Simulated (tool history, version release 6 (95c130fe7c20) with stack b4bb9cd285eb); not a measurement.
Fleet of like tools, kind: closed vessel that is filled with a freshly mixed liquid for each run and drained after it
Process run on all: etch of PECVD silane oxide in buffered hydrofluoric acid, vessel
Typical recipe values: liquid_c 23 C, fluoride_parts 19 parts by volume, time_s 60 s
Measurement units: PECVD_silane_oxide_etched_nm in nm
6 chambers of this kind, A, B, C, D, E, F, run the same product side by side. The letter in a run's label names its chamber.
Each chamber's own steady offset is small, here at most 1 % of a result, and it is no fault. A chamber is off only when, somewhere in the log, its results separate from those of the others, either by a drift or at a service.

| run | hour | liquid_c | fluoride_parts | time_s | read-back film thickness of the PECVD silane oxide reference wafer, read on the same gauge (nm) | PECVD_silane_oxide_etched_nm |
|---|---|---|---|---|---|---|
|  | 3 | chamber B: thermometer replaced |
| 1B | 5.5 | 23 | 19 | 60 | 29.999 | 139.17 |
| 2F | 12.8 | 23 | 19 | 60 | 30.002 | 138.49 |
| 3E | 19.6 | 23 | 19 | 60 | 30.009 | 138.92 |
| 4D | 26.4 | 23 | 19 | 60 | 30.02 | 139.77 |
| 5A | 33.1 | 23 | 19 | 60 | 30.001 | 141.67 |
| 6C | 40.8 | 23 | 19 | 60 | 29.99 | 143.22 |
| 7A | 47.9 | 23 | 19 | 60 | 29.998 | 142.52 |
| 8C | 51.5 | 25 | 12.5 | 60 | 29.993 | 239.13 |
| 9F | 55.4 | 25 | 12.5 | 60 | 29.981 | 238.11 |
| 10B | 60.6 | 25 | 12.5 | 60 | 30.006 | 239.51 |
| 11D | 65.2 | 25 | 12.5 | 60 | 29.999 | 238.96 |
| 12E | 70.4 | 25 | 12.5 | 60 | 29.99 | 234.91 |
| 13A | 76.3 | 25 | 12.5 | 60 | 30.01 | 235.59 |
| 14C | 83.4 | 23 | 19 | 60 | 29.989 | 141.17 |
| 15E | 88.2 | 23 | 19 | 60 | 30.004 | 139.9 |
| 16B | 94 | 23 | 19 | 60 | 30.031 | 140.13 |
| 17D | 101.8 | 23 | 19 | 60 | 29.989 | 140.13 |
| 18F | 106.4 | 23 | 19 | 60 | 29.978 | 140.46 |
| 19A | 113.2 | 23 | 19 | 60 | 29.983 | 140.87 |
| 20E | 119 | 23 | 19 | 60 | 30.02 | 140.27 |
| 21B | 124.7 | 23 | 19 | 60 | 30.033 | 140.92 |
| 22F | 128.9 | 23 | 19 | 60 | 29.983 | 139.92 |
| 23C | 134.5 | 23 | 22.5 | 60 | 30 | 123.46 |
| 24D | 139.1 | 23 | 22.5 | 60 | 30.006 | 124.17 |
| 25B | 142.6 | 23 | 22.5 | 60 | 30.009 | 123.59 |
| 26E | 149.5 | 23 | 22.5 | 60 | 29.987 | 122.33 |
| 27D | 155.8 | 23 | 22.5 | 60 | 30.03 | 121.6 |
| 28F | 160.1 | 23 | 22.5 | 60 | 29.974 | 126.79 |
| 29A | 167.6 | 25.5 | 19 | 60 | 29.987 | 158.98 |
| 30C | 174.2 | 25.5 | 19 | 60 | 29.999 | 165.67 |
| 31E | 179.9 | 25.5 | 19 | 60 | 29.986 | 162.57 |
| 32D | 185.8 | 25.5 | 19 | 60 | 29.991 | 157.63 |
| 33C | 193.2 | 25.5 | 19 | 60 | 29.98 | 160.66 |
| 34B | 197.9 | 25.5 | 19 | 60 | 29.988 | 163.09 |
| 35F | 204.3 | 20 | 19 | 60 | 29.998 | 120.02 |
| 36A | 211.8 | 20 | 19 | 60 | 29.993 | 121.23 |
| 37E | 217.5 | 20 | 19 | 60 | 30.021 | 118.5 |

For the next run the whole fleet of 6 chambers uses the same settings. Give each chamber's results:
| 38A | 223.2 | 23 | 19 | 40 |  | ? |
| 38B | 223.2 | 23 | 19 | 40 |  | ? |
| 38C | 223.2 | 23 | 19 | 40 |  | ? |
| 38D | 223.2 | 23 | 19 | 40 |  | ? |
| 38E | 223.2 | 23 | 19 | 40 |  | ? |
| 38F | 223.2 | 23 | 19 | 40 |  | ? |

| run | PECVD_silane_oxide_etched_nm |
|---|---|
| 38A | 94.341 |
| 38B | 92.532 |
| 38C | 94.145 |
| 38D | 93.739 |
| 38E | 94.849 |
| 38F | 96.085 |
